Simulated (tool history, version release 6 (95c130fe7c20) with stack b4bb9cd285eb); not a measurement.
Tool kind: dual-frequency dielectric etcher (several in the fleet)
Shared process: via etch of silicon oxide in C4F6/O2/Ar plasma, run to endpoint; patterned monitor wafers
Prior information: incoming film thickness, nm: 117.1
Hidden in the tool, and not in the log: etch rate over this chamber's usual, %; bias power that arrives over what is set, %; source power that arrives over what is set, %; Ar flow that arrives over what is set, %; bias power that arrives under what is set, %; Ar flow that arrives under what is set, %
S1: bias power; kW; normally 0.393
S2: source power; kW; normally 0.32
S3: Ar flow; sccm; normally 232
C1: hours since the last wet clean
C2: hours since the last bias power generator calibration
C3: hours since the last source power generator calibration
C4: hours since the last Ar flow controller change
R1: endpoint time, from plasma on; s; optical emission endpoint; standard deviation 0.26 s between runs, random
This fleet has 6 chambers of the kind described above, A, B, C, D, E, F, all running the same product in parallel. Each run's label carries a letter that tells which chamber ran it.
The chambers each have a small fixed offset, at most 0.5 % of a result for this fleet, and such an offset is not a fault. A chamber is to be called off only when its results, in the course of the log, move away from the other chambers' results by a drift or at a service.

{"run": "1C", "hour": 5.3, "S1": 0.393, "S2": 0.32, "S3": 232, "C1": 168.3, "C2": 732.6, "C3": 787.6, "C4": 457.1, "R1": 29.933}
{"run": "2E", "hour": 13.6, "S1": 0.393, "S2": 0.32, "S3": 232, "C1": 219.9, "C2": 2333.1, "C3": 68.2, "C4": 2214.3, "R1": 29.179}
{"run": "3B", "hour": 21.4, "S1": 0.393, "S2": 0.32, "S3": 232, "C1": 352.1, "C2": 1965.8, "C3": 3259, "C4": 304.9, "R1": 30.502}
{"run": "4A", "hour": 29.6, "S1": 0.393, "S2": 0.32, "S3": 232, "C1": 296.9, "C2": 639.9, "C3": 4120.2, "C4": 989.3, "R1": 29.37}
{"run": "5F", "hour": 38.6, "S1": 0.422, "S2": 0.35, "S3": 232, "C1": 141.9, "C2": 1434.7, "C3": 2010.7, "C4": 4480.7, "R1": 27.923}
{"run": "6D", "hour": 45.9, "S1": 0.422, "S2": 0.35, "S3": 232, "C1": 203.7, "C2": 2870.7, "C3": 120.7, "C4": 2180.4, "R1": 27.898}
{"run": "7B", "hour": 55.6, "S1": 0.422, "S2": 0.35, "S3": 232, "C1": 386.3, "C2": 2000, "C3": 3293.2, "C4": 339.1, "R1": 27.691}
{"run": "8E", "hour": 60.8, "S1": 0.422, "S2": 0.35, "S3": 232, "C1": 267.1, "C2": 2380.3, "C3": 115.4, "C4": 2261.5, "R1": 28.106}
{"run": "9D", "hour": 65.9, "S1": 0.422, "S2": 0.35, "S3": 232, "C1": 223.7, "C2": 2890.7, "C3": 140.7, "C4": 2200.4, "R1": 28.163}
{"run": "10C", "hour": 71.2, "S1": 0.422, "S2": 0.35, "S3": 232, "C1": 234.2, "C2": 798.5, "C3": 853.5, "C4": 523, "R1": 28.096}
{"run": "11A", "hour": 81.2, "S1": 0.393, "S2": 0.32, "S3": 232, "C1": 348.5, "C2": 691.5, "C3": 4171.8, "C4": 1040.9, "R1": 30.22}
{"run": "12F", "hour": 87.4, "S1": 0.393, "S2": 0.32, "S3": 232, "C1": 190.7, "C2": 1483.5, "C3": 2059.5, "C4": 4529.5, "R1": 29.898}
{"run": "13B", "hour": 96.0, "S1": 0.393, "S2": 0.32, "S3": 232, "C1": 426.7, "C2": 2040.4, "C3": 3333.6, "C4": 379.5, "R1": 30.167}
{"run": "14E", "hour": 103.8, "S1": 0.393, "S2": 0.32, "S3": 232, "C1": 310.1, "C2": 2423.3, "C3": 158.4, "C4": 2304.5, "R1": 29.565}
{"run": "15C", "hour": 113.5, "S1": 0.393, "S2": 0.32, "S3": 232, "C1": 276.5, "C2": 840.8, "C3": 895.8, "C4": 565.3, "R1": 29.743}
{"run": "16A", "hour": 119.6, "S1": 0.393, "S2": 0.29, "S3": 288, "C1": 386.9, "C2": 729.9, "C3": 4210.2, "C4": 1079.3, "R1": 31.444}
{"run": "17D", "hour": 127.0, "S1": 0.393, "S2": 0.29, "S3": 288, "C1": 284.8, "C2": 2951.8, "C3": 201.8, "C4": 2261.5, "R1": 31.834}
{"run": "18F", "hour": 132.2, "S1": 0.393, "S2": 0.29, "S3": 288, "C1": 235.5, "C2": 1528.3, "C3": 2104.3, "C4": 4574.3, "R1": 31.741}
{"run": "19C", "hour": 138.7, "S1": 0.393, "S2": 0.29, "S3": 288, "C1": 301.7, "C2": 866, "C3": 921, "C4": 590.5, "R1": 31.711}
{"run": "20D", "hour": 147.2, "S1": 0.393, "S2": 0.29, "S3": 288, "C1": 305, "C2": 2972, "C3": 222, "C4": 2281.7, "R1": 31.27}
{"run": "21F", "hour": 155.3, "S1": 0.393, "S2": 0.29, "S3": 288, "C1": 258.6, "C2": 1551.4, "C3": 2127.4, "C4": 4597.4, "R1": 31.891}
{"run": "22B", "hour": 161.0, "S1": 0.393, "S2": 0.32, "S3": 232, "C1": 491.7, "C2": 2105.4, "C3": 3398.6, "C4": 444.5, "R1": 29.963}
{"hour": 162.5, "done": "chamber E: bias power generator calibrated"}
{"run": "23A", "hour": 171.5, "S1": 0.393, "S2": 0.32, "S3": 232, "C1": 438.8, "C2": 781.8, "C3": 4262.1, "C4": 1131.2, "R1": 29.129}
{"hour": 172.7, "done": "chamber F: Ar flow controller replaced"}
{"run": "24E", "hour": 179.5, "S1": 0.393, "S2": 0.32, "S3": 232, "C1": 385.8, "C2": 17.1, "C3": 234.1, "C4": 2380.2, "R1": 29.367}
{"run": "25E", "hour": 187.7, "S1": 0.393, "S2": 0.32, "S3": 232, "C1": 394, "C2": 25.3, "C3": 242.3, "C4": 2388.4, "R1": 29.552}
{"run": "26A", "hour": 196.5, "S1": 0.393, "S2": 0.32, "S3": 232, "C1": 463.8, "C2": 806.8, "C3": 4287.1, "C4": 1156.2, "R1": 29.486}
{"run": "27D", "hour": 203.5, "S1": 0.393, "S2": 0.32, "S3": 232, "C1": 361.3, "C2": 3028.3, "C3": 278.3, "C4": 2338, "R1": 29.974}
{"hour": 210.2, "done": "chamber D: wet clean of the chamber"}
{"run": "28F", "hour": 214.4, "S1": 0.393, "S2": 0.32, "S3": 232, "C1": 317.7, "C2": 1610.5, "C3": 2186.5, "C4": 41.7, "R1": 29.654}
{"run": "29B", "hour": 222.3, "S1": 0.393, "S2": 0.32, "S3": 232, "C1": 553, "C2": 2166.7, "C3": 3459.9, "C4": 505.8, "R1": 29.518}
{"run": "30C", "hour": 227.8, "S1": 0.393, "S2": 0.32, "S3": 232, "C1": 390.8, "C2": 955.1, "C3": 1010.1, "C4": 679.6, "R1": 30.074}
{"run": "31C", "hour": 238.0, "S1": 0.393, "S2": 0.32, "S3": 232, "C1": 401, "C2": 965.3, "C3": 1020.3, "C4": 689.8, "R1": 29.822}
{"hour": 239.2, "done": "chamber C: wet clean of the chamber"}
{"run": "32A", "hour": 248.7, "S1": 0.393, "S2": 0.32, "S3": 232, "C1": 516, "C2": 859, "C3": 4339.3, "C4": 1208.4, "R1": 28.966}
{"run": "33B", "hour": 254.8, "S1": 0.393, "S2": 0.32, "S3": 232, "C1": 585.5, "C2": 2199.2, "C3": 3492.4, "C4": 538.3, "R1": 29.896}
{"run": "34F", "hour": 263.4, "S1": 0.393, "S2": 0.32, "S3": 232, "C1": 366.7, "C2": 1659.5, "C3": 2235.5, "C4": 90.7, "R1": 29.524}
{"run": "35D", "hour": 270.6, "S1": 0.393, "S2": 0.32, "S3": 232, "C1": 60.4, "C2": 3095.4, "C3": 345.4, "C4": 2405.1, "R1": 29.836}
{"hour": 270.7, "done": "chamber D: Ar flow controller replaced"}
{"run": "36E", "hour": 277.0, "S1": 0.393, "S2": 0.32, "S3": 232, "C1": 483.3, "C2": 114.6, "C3": 331.6, "C4": 2477.7, "R1": 29.745}
{"run": "37D", "hour": 287.5, "S1": 0.393, "S2": 0.38, "S3": 257, "C1": 77.3, "C2": 3112.3, "C3": 362.3, "C4": 16.8, "R1": 28.526}
{"hour": 293.4, "done": "chamber F: wet clean of the chamber"}
{"run": "38A", "hour": 298.4, "S1": 0.393, "S2": 0.38, "S3": 257, "C1": 565.7, "C2": 908.7, "C3": 4389, "C4": 1258.1, "R1": 27.347}
{"run": "39F", "hour": 309.4, "S1": 0.393, "S2": 0.38, "S3": 257, "C1": 16.1, "C2": 1705.5, "C3": 2281.5, "C4": 136.7, "R1": 28.485}
{"run": "40C", "hour": 318.9, "S1": 0.393, "S2": 0.38, "S3": 257, "C1": 79.8, "C2": 1046.2, "C3": 1101.2, "C4": 770.7, "R1": 28.076}
{"run": "41E", "hour": 329.8, "S1": 0.393, "S2": 0.38, "S3": 257, "C1": 536.1, "C2": 167.4, "C3": 384.4, "C4": 2530.5, "R1": 28.403}
{"run": "42B", "hour": 340.5, "S1": 0.393, "S2": 0.38, "S3": 257, "C1": 671.2, "C2": 2284.9, "C3": 3578.1, "C4": 624, "R1": 28.494}
{"run": "43C", "hour": 350.0, "S1": 0.393, "S2": 0.32, "S3": 232, "C1": 110.9, "C2": 1077.3, "C3": 1132.3, "C4": 801.8, "R1": 29.439}

For the next run the whole fleet of 6 chambers uses the same settings. Give each chamber's results:
{"run": "44A", "hour": 358.1, "S1": 0.433, "S2": 0.32, "S3": 232, "R1": "?"}
{"run": "44B", "hour": 358.1, "S1": 0.433, "S2": 0.32, "S3": 232, "R1": "?"}
{"run": "44C", "hour": 358.1, "S1": 0.433, "S2": 0.32, "S3": 232, "R1": "?"}
{"run": "44D", "hour": 358.1, "S1": 0.433, "S2": 0.32, "S3": 232, "R1": "?"}
{"run": "44E", "hour": 358.1, "S1": 0.433, "S2": 0.32, "S3": 232, "R1": "?"}
{"run": "44F", "hour": 358.1, "S1": 0.433, "S2": 0.32, "S3": 232, "R1": "?"}

run=44A R1=27.245
run=44B R1=28.885
run=44C R1=29.079
run=44D R1=29.136
run=44E R1=28.449
run=44F R1=28.446
